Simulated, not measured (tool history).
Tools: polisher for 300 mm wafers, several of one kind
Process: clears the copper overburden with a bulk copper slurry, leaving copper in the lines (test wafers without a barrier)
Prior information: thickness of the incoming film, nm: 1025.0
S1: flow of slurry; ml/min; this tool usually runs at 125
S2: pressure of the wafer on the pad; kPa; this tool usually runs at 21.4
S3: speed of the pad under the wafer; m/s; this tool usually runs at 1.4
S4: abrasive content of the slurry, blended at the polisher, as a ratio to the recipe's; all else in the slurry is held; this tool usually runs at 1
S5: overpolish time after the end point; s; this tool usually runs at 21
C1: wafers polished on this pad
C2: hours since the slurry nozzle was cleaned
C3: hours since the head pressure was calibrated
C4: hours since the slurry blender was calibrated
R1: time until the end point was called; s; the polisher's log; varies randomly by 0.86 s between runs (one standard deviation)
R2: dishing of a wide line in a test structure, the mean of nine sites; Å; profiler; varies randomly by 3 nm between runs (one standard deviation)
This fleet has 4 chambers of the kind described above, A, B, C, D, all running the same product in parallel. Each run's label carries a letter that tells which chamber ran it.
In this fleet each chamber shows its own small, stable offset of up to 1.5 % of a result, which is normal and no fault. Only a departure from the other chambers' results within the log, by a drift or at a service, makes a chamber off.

run 1D hour=4.9 | S1=125 S2=21.4 S3=1.4 S4=1 S5=21 | C1=698 C2=741 C3=263 C4=64.3 | R1=66.575 R2=1316.9
-- hour=8.9 chamber B: worn pad replaced by a new one
run 2A hour=9 | S1=125 S2=21.4 S3=1.4 S4=1 S5=21 | C1=588 C2=138.4 C3=800.7 C4=180.8 | R1=67.814 R2=1395.2
-- hour=11 chamber A: worn pad replaced by a new one
run 3C hour=14.9 | S1=125 S2=21.4 S3=1.4 S4=1 S5=21 | C1=607 C2=223.3 C3=39.7 C4=249.7 | R1=68.077 R2=1380.5
run 4B hour=21.3 | S1=125 S2=21.4 S3=1.4 S4=1 S5=21 | C1=129 C2=203.6 C3=148.5 C4=311.9 | R1=67.984 R2=1433.4
run 5A hour=25.6 | S1=125 S2=21.4 S3=1.4 S4=1 S5=21 | C1=152 C2=155 C3=817.3 C4=197.4 | R1=69.051 R2=1412.1
run 6D hour=31.4 | S1=125 S2=21.4 S3=1.72 S4=1 S5=21 | C1=975 C2=767.5 C3=289.5 C4=90.8 | R1=55.475 R2=1554
run 7B hour=38.8 | S1=125 S2=21.4 S3=1.72 S4=1 S5=21 | C1=312 C2=221.1 C3=166 C4=329.4 | R1=56.43 R2=1531.2
-- hour=42.4 chamber B: slurry blender recalibrated
run 8C hour=46 | S1=125 S2=21.4 S3=1.72 S4=1 S5=21 | C1=932 C2=254.4 C3=70.8 C4=280.8 | R1=53.915 R2=1555.3
run 9A hour=54.9 | S1=125 S2=21.4 S3=1.72 S4=1 S5=21 | C1=458 C2=184.3 C3=846.6 C4=226.7 | R1=56.387 R2=1537.5
-- hour=59.9 chamber A: worn pad replaced by a new one
run 10C hour=61.4 | S1=125 S2=21.4 S3=1.4 S4=1 S5=21 | C1=1093 C2=269.8 C3=86.2 C4=296.2 | R1=67.819 R2=1395.4
run 11B hour=66.9 | S1=125 S2=21.4 S3=1.4 S4=1 S5=21 | C1=606 C2=249.2 C3=194.1 C4=24.5 | R1=67.833 R2=1419.8
-- hour=69.5 chamber B: worn pad replaced by a new one
-- hour=71.5 chamber A: slurry blender recalibrated
run 12D hour=74.5 | S1=125 S2=21.4 S3=1.4 S4=1 S5=21 | C1=1425 C2=810.6 C3=332.6 C4=133.9 | R1=67.966 R2=1398.8
run 13B hour=79.7 | S1=125 S2=21.4 S3=1.4 S4=1 S5=21 | C1=106 C2=262 C3=206.9 C4=37.3 | R1=69.265 R2=1367
run 14A hour=83.8 | S1=110 S2=13.8 S3=1.4 S4=1 S5=21 | C1=250 C2=213.2 C3=875.5 C4=12.4 | R1=109.22 R2=985.17
-- hour=84.7 chamber D: worn pad replaced by a new one
-- hour=86.6 chamber D: slurry nozzle cleaned
run 15D hour=91.3 | S1=110 S2=13.8 S3=1.4 S4=1 S5=21 | C1=69 C2=4.8 C3=349.4 C4=150.7 | R1=108.42 R2=1015.9
-- hour=92.1 chamber B: slurry nozzle cleaned
run 16C hour=98.1 | S1=110 S2=13.8 S3=1.4 S4=1 S5=21 | C1=1476 C2=306.5 C3=122.9 C4=332.9 | R1=109.31 R2=980.15
run 17C hour=102.6 | S1=110 S2=13.8 S3=1.4 S4=1 S5=21 | C1=1523 C2=311 C3=127.4 C4=337.4 | R1=110.56 R2=999.69
-- hour=107.2 chamber C: worn pad replaced by a new one
run 18D hour=108.7 | S1=125 S2=21.4 S3=1.4 S4=1 S5=21 | C1=250 C2=22.2 C3=366.8 C4=168.1 | R1=65.686 R2=1428.9
-- hour=109.7 chamber A: worn pad replaced by a new one
run 19A hour=113.3 | S1=125 S2=21.4 S3=1.4 S4=1 S5=21 | C1=38 C2=242.7 C3=905 C4=41.9 | R1=68.471 R2=1373.3
-- hour=116.1 chamber D: slurry blender recalibrated
-- hour=116.8 chamber C: slurry nozzle cleaned
run 20B hour=122.2 | S1=125 S2=21.4 S3=1.4 S4=1 S5=21 | C1=550 C2=30.2 C3=249.4 C4=79.8 | R1=66.924 R2=1388
run 21D hour=128.7 | S1=125 S2=21.4 S3=1.4 S4=1 S5=21 | C1=459 C2=42.2 C3=386.8 C4=12.7 | R1=66.867 R2=1383.7
-- hour=132.1 chamber A: head pressure recalibrated
run 22A hour=137.2 | S1=125 S2=21.4 S3=1.4 S4=1 S5=21 | C1=288 C2=266.6 C3=5.2 C4=65.8 | R1=64.944 R2=1411.9
-- hour=137.7 chamber B: worn pad replaced by a new one
run 23C hour=146.1 | S1=125 S2=21.4 S3=1.4 S4=1 S5=21 | C1=407 C2=29.4 C3=170.9 C4=380.9 | R1=67.585 R2=1372
run 24B hour=150.3 | S1=125 S2=21.4 S3=1.4 S4=1 S5=21 | C1=131 C2=58.3 C3=277.5 C4=107.9 | R1=67.973 R2=1483
run 25A hour=155.5 | S1=125 S2=21.4 S3=1.4 S4=1 S5=21 | C1=479 C2=284.9 C3=23.5 C4=84.1 | R1=63.973 R2=1426.6
run 26B hour=162.9 | S1=125 S2=21.4 S3=1.4 S4=1 S5=21 | C1=263 C2=70.9 C3=290.1 C4=120.5 | R1=69.333 R2=1373.3
-- hour=167.5 chamber A: worn pad replaced by a new one
run 27D hour=168.9 | S1=125 S2=21.4 S3=1.4 S4=1 S5=21 | C1=879 C2=82.4 C3=427 C4=52.9 | R1=67.325 R2=1420.4
run 28C hour=176.8 | S1=125 S2=21.4 S3=1.4 S4=1 S5=21 | C1=728 C2=60.1 C3=201.6 C4=411.6 | R1=69.917 R2=1361.6
-- hour=177.2 chamber C: slurry blender recalibrated
run 29D hour=184.9 | S1=125 S2=21.4 S3=1.86 S4=1.15 S5=21 | C1=1047 C2=98.4 C3=443 C4=68.9 | R1=49.628 R2=1602
run 30B hour=190.3 | S1=125 S2=21.4 S3=1.86 S4=1.15 S5=21 | C1=549 C2=98.3 C3=317.5 C4=147.9 | R1=50.536 R2=1639.3
run 31A hour=194.2 | S1=125 S2=21.4 S3=1.86 S4=1.15 S5=21 | C1=279 C2=323.6 C3=62.2 C4=122.8 | R1=46.237 R2=1609.4
run 32C hour=202 | S1=125 S2=21.4 S3=1.86 S4=1.15 S5=21 | C1=991 C2=85.3 C3=226.8 C4=24.8 | R1=49.984 R2=1514.5
run 33C hour=206.2 | S1=125 S2=21.4 S3=1.4 S4=1 S5=21 | C1=1035 C2=89.5 C3=231 C4=29 | R1=67.308 R2=1419.1

Has any chamber moved away from the others, gradually or after a service, or does the common gauge drift, or do the chambers differ only by their own small steady offsets? State the chamber and the most likely cause if one applies.

A service on chamber A put it out of line with the rest.
Most likely cause: head's pressure above its setpoint, % = 6.56.

Which of the 4 candidates below, each the usual settings with something changed and its results left as question marks, puts chamber A back in line with what the other chambers give on the usual settings?
Maximum distance from the other chambers' mean on the usual settings for a result to count as in line: R1 3 s; R2 100 Å
run 34A-1 hour=212.7 | S1=125 S2=22.1 S3=1.44 S4=1 S5=21 | R1=? R2=?
run 34A-2 hour=212.7 | S1=125 S2=20.7 S3=1.36 S4=1 S5=21 | R1=? R2=?
run 34A-3 hour=212.7 | S1=125 S2=20 S3=1.32 S4=1 S5=21 | R1=? R2=?
run 34A-4 hour=212.7 | S1=125 S2=22.8 S3=1.5 S4=1 S5=22 | R1=? R2=?

The mean the other chambers reach with the usual settings: R1 67.926 s; R2 1395.5 Å
run=34A-1 R1=60.58 R2=1503
run=34A-2 R1=68.387 R2=1400.9
run=34A-3 R1=72.871 R2=1348.1
run=34A-4 R1=56.413 R2=1591.2
Change 34A-2 lands the chamber within the allowed miss of the other chambers.
